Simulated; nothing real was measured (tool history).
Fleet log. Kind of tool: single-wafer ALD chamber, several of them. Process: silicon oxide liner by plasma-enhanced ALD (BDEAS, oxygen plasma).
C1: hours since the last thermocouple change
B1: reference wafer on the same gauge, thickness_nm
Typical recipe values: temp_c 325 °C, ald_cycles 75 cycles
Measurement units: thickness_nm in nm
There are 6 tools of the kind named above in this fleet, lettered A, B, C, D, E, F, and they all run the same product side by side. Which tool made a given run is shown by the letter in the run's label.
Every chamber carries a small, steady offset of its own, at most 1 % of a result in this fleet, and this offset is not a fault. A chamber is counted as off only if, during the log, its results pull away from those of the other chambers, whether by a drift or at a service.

Run 1D, hour 6.7: usual settings; C1 1127.4; B1 5.5951. Result: thickness_nm 6.7758 nm.
Run 2B, hour 11.8: usual settings; C1 892.5; B1 5.6038. Result: thickness_nm 6.6737 nm.
Run 3E, hour 18.3: usual settings; C1 391.9; B1 5.5972. Result: thickness_nm 6.7613 nm.
Run 4F, hour 23: usual settings; C1 846.5; B1 5.6023. Result: thickness_nm 6.6924 nm.
Run 5C, hour 27: usual settings; C1 1284.6; B1 5.5995. Result: thickness_nm 6.7056 nm.
Run 6A, hour 34.5: usual settings; C1 429.5; B1 5.5984. Result: thickness_nm 6.6494 nm.
Run 7C, hour 39: usual settings; C1 1296.6; B1 5.599. Result: thickness_nm 6.6836 nm.
Run 8E, hour 44.1: usual settings; C1 417.7; B1 5.5997. Result: thickness_nm 6.7147 nm.
Run 9B, hour 50.7: usual settings; C1 931.4; B1 5.6006. Result: thickness_nm 6.7008 nm.
Run 10D, hour 57: usual settings; C1 1177.7; B1 5.6021. Result: thickness_nm 6.7752 nm.
Run 11F, hour 63.4: usual settings; C1 886.9; B1 5.6049. Result: thickness_nm 6.655 nm.
Run 12A, hour 69.3: usual settings; C1 464.3; B1 5.6028. Result: thickness_nm 6.6395 nm.
Run 13F, hour 73.5: usual settings; C1 897; B1 5.5983. Result: thickness_nm 6.6747 nm.
Run 14E, hour 81: usual settings; C1 454.6; B1 5.6019. Result: thickness_nm 6.7391 nm.
Run 15B, hour 85: usual settings; C1 965.7; B1 5.5991. Result: thickness_nm 6.6905 nm.
Run 16D, hour 91.9: usual settings but temp_c 333 °C; C1 1212.6; B1 5.5994. Result: thickness_nm 6.686 nm.
Run 17C, hour 98.3: usual settings but temp_c 333 °C; C1 1355.9; B1 5.597. Result: thickness_nm 6.6572 nm.
Run 18A, hour 106.3: usual settings but temp_c 333 °C; C1 501.3; B1 5.5976. Result: thickness_nm 6.5453 nm.
Run 19E, hour 110: usual settings but temp_c 333 °C; C1 483.6; B1 5.6014. Result: thickness_nm 6.6493 nm.
Run 20F, hour 115.4: usual settings but temp_c 333 °C; C1 938.9; B1 5.5997. Result: thickness_nm 6.6678 nm.
Run 21A, hour 119.4: usual settings but temp_c 333 °C; C1 514.4; B1 5.6018. Result: thickness_nm 6.578 nm.
Run 22C, hour 127.2: usual settings but ald_cycles 86 cycles; C1 1384.8; B1 5.6015. Result: thickness_nm 7.7102 nm.
Run 23B, hour 135.3: usual settings but ald_cycles 86 cycles; C1 1016; B1 5.5976. Result: thickness_nm 7.7074 nm.
Run 24D, hour 140.8: usual settings but ald_cycles 86 cycles; C1 1261.5; B1 5.6019. Result: thickness_nm 7.7339 nm.
Run 25C, hour 147.6: usual settings but ald_cycles 86 cycles; C1 1405.2; B1 5.5994. Result: thickness_nm 7.7264 nm.
Run 26F, hour 154.3: usual settings but ald_cycles 86 cycles; C1 977.8; B1 5.6005. Result: thickness_nm 7.6869 nm.
Run 27E, hour 160.9: usual settings but ald_cycles 86 cycles; C1 534.5; B1 5.6021. Result: thickness_nm 7.7126 nm.
Run 28B, hour 164.9: usual settings; C1 1045.6; B1 5.6014. Result: thickness_nm 6.6615 nm.
Run 29D, hour 169.9: usual settings; C1 1290.6; B1 5.6049. Result: thickness_nm 6.7905 nm.
Run 30A, hour 176.7: usual settings; C1 571.7; B1 5.5978. Result: thickness_nm 6.6303 nm.
Run 31B, hour 182.1: usual settings; C1 1062.8; B1 5.5973. Result: thickness_nm 6.698 nm.
Run 32E, hour 185.8: usual settings; C1 559.4; B1 5.6031. Result: thickness_nm 6.7217 nm.
Run 33A, hour 192.6: usual settings; C1 587.6; B1 5.6036. Result: thickness_nm 6.6508 nm.
Run 34D, hour 200.8: usual settings; C1 1321.5; B1 5.5994. Result: thickness_nm 6.722 nm.
Run 35F, hour 205.7: usual settings; C1 1029.2; B1 5.5965. Result: thickness_nm 6.6598 nm.
Run 36C, hour 212.3: usual settings; C1 1469.9; B1 5.5963. Result: thickness_nm 6.7036 nm.
Run 37A, hour 217: usual settings; C1 612; B1 5.6014. Result: thickness_nm 6.6715 nm.
Run 38C, hour 224.9: usual settings; C1 1482.5; B1 5.5992. Result: thickness_nm 6.7354 nm.
Run 39B, hour 231.8: usual settings; C1 1112.5; B1 5.5971. Result: thickness_nm 6.7032 nm.
Run 40F, hour 235.8: usual settings; C1 1059.3; B1 5.6036. Result: thickness_nm 6.7051 nm.
Run 41D, hour 242.1: usual settings; C1 1362.8; B1 5.6037. Result: thickness_nm 6.7696 nm.

Next, all 6 chambers run the settings below, one line each with question marks for the results. What does each chamber give?
Run 42A, hour 248: usual settings. Result: thickness_nm ?.
Run 42B, hour 248: usual settings. Result: thickness_nm ?.
Run 42C, hour 248: usual settings. Result: thickness_nm ?.
Run 42D, hour 248: usual settings. Result: thickness_nm ?.
Run 42E, hour 248: usual settings. Result: thickness_nm ?.
Run 42F, hour 248: usual settings. Result: thickness_nm ?.

run  thickness_nm
42A        6.6475
42B        6.6832
42C        6.7568
42D        6.7764
42E          6.72
42F        6.6872
